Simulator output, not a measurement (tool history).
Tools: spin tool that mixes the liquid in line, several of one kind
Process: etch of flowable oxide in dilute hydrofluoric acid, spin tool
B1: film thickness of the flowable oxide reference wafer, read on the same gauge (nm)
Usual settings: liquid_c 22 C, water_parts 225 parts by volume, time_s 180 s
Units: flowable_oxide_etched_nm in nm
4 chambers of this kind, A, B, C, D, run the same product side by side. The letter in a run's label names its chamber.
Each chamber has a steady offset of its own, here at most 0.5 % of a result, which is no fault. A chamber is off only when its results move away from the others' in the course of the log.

Run 1C, hour 8.3: usual settings; B1 49.981. Result: flowable_oxide_etched_nm 25.665 nm.
At hour 10.6: chamber A: hydrofluoric acid flow meter replaced.
Run 2A, hour 16.2: usual settings; B1 50.013. Result: flowable_oxide_etched_nm 25.471 nm.
Run 3B, hour 24: usual settings; B1 49.998. Result: flowable_oxide_etched_nm 25.639 nm.
Run 4D, hour 31.8: usual settings; B1 50.011. Result: flowable_oxide_etched_nm 25.735 nm.
Run 5D, hour 38.3: usual settings; B1 50.011. Result: flowable_oxide_etched_nm 25.528 nm.
Run 6A, hour 46.2: usual settings; B1 49.975. Result: flowable_oxide_etched_nm 25.74 nm.
Run 7B, hour 53: usual settings; B1 49.976. Result: flowable_oxide_etched_nm 25.578 nm.
Run 8C, hour 59.7: usual settings but time_s 275 s; B1 50.015. Result: flowable_oxide_etched_nm 39.343 nm.
Run 9A, hour 65.8: usual settings but time_s 275 s; B1 49.997. Result: flowable_oxide_etched_nm 39.444 nm.
Run 10C, hour 70.1: usual settings but time_s 275 s; B1 49.995. Result: flowable_oxide_etched_nm 38.803 nm.
Run 11D, hour 77.6: usual settings but time_s 275 s; B1 50.008. Result: flowable_oxide_etched_nm 38.858 nm.
Run 12B, hour 81.3: usual settings; B1 50.013. Result: flowable_oxide_etched_nm 25.794 nm.
Run 13A, hour 87.9: usual settings but liquid_c 26 C; B1 50.021. Result: flowable_oxide_etched_nm 29.829 nm.
Run 14D, hour 96.1: usual settings but liquid_c 26 C; B1 49.961. Result: flowable_oxide_etched_nm 29.362 nm.
At hour 98.2: chamber B: hydrofluoric acid flow meter replaced.
Run 15B, hour 102: usual settings but liquid_c 26 C; B1 50.01. Result: flowable_oxide_etched_nm 29.655 nm.
Run 16C, hour 108.5: usual settings but liquid_c 26 C; B1 50.021. Result: flowable_oxide_etched_nm 29.965 nm.
Run 17D, hour 114.7: usual settings; B1 49.981. Result: flowable_oxide_etched_nm 25.424 nm.
Run 18B, hour 123.1: usual settings; B1 50.007. Result: flowable_oxide_etched_nm 25.718 nm.
Run 19A, hour 129: usual settings; B1 50.001. Result: flowable_oxide_etched_nm 25.849 nm.
Run 20C, hour 132.8: usual settings; B1 50.004. Result: flowable_oxide_etched_nm 26.143 nm.
Run 21B, hour 137.8: usual settings; B1 50.003. Result: flowable_oxide_etched_nm 25.43 nm.
Run 22A, hour 145.2: usual settings; B1 50.035. Result: flowable_oxide_etched_nm 25.712 nm.
Run 23C, hour 152.7: usual settings; B1 50.021. Result: flowable_oxide_etched_nm 26.629 nm.
Run 24D, hour 161: usual settings; B1 49.999. Result: flowable_oxide_etched_nm 25.558 nm.
Run 25A, hour 165.1: usual settings; B1 49.96. Result: flowable_oxide_etched_nm 25.989 nm.
Run 26D, hour 171.7: usual settings; B1 49.977. Result: flowable_oxide_etched_nm 25.766 nm.
Run 27B, hour 178.4: usual settings but water_parts 120 parts by volume; B1 50.004. Result: flowable_oxide_etched_nm 53.329 nm.
At hour 183.3: chamber B: thermometer replaced.
Run 28C, hour 184.6: usual settings but water_parts 120 parts by volume; B1 50.019. Result: flowable_oxide_etched_nm 55.911 nm.
Run 29C, hour 190.8: usual settings but water_parts 120 parts by volume; B1 50.033. Result: flowable_oxide_etched_nm 55.88 nm.
Run 30A, hour 197.4: usual settings but water_parts 120 parts by volume; B1 49.997. Result: flowable_oxide_etched_nm 53.21 nm.
Run 31B, hour 205.5: usual settings; B1 49.977. Result: flowable_oxide_etched_nm 25.612 nm.
Run 32D, hour 210.8: usual settings; B1 50.002. Result: flowable_oxide_etched_nm 25.455 nm.
Run 33A, hour 218.1: usual settings; B1 49.974. Result: flowable_oxide_etched_nm 25.711 nm.
Run 34C, hour 224.5: usual settings; B1 49.985. Result: flowable_oxide_etched_nm 27.928 nm.

Next, every chamber runs the same settings. What will each give?
Run 35A, hour 230.7: usual settings. Result: flowable_oxide_etched_nm ?.
Run 35B, hour 230.7: usual settings. Result: flowable_oxide_etched_nm ?.
Run 35C, hour 230.7: usual settings. Result: flowable_oxide_etched_nm ?.
Run 35D, hour 230.7: usual settings. Result: flowable_oxide_etched_nm ?.

run  flowable_oxide_etched_nm
35A                    25.878
35B                    25.838
35C                    27.767
35D                    25.517

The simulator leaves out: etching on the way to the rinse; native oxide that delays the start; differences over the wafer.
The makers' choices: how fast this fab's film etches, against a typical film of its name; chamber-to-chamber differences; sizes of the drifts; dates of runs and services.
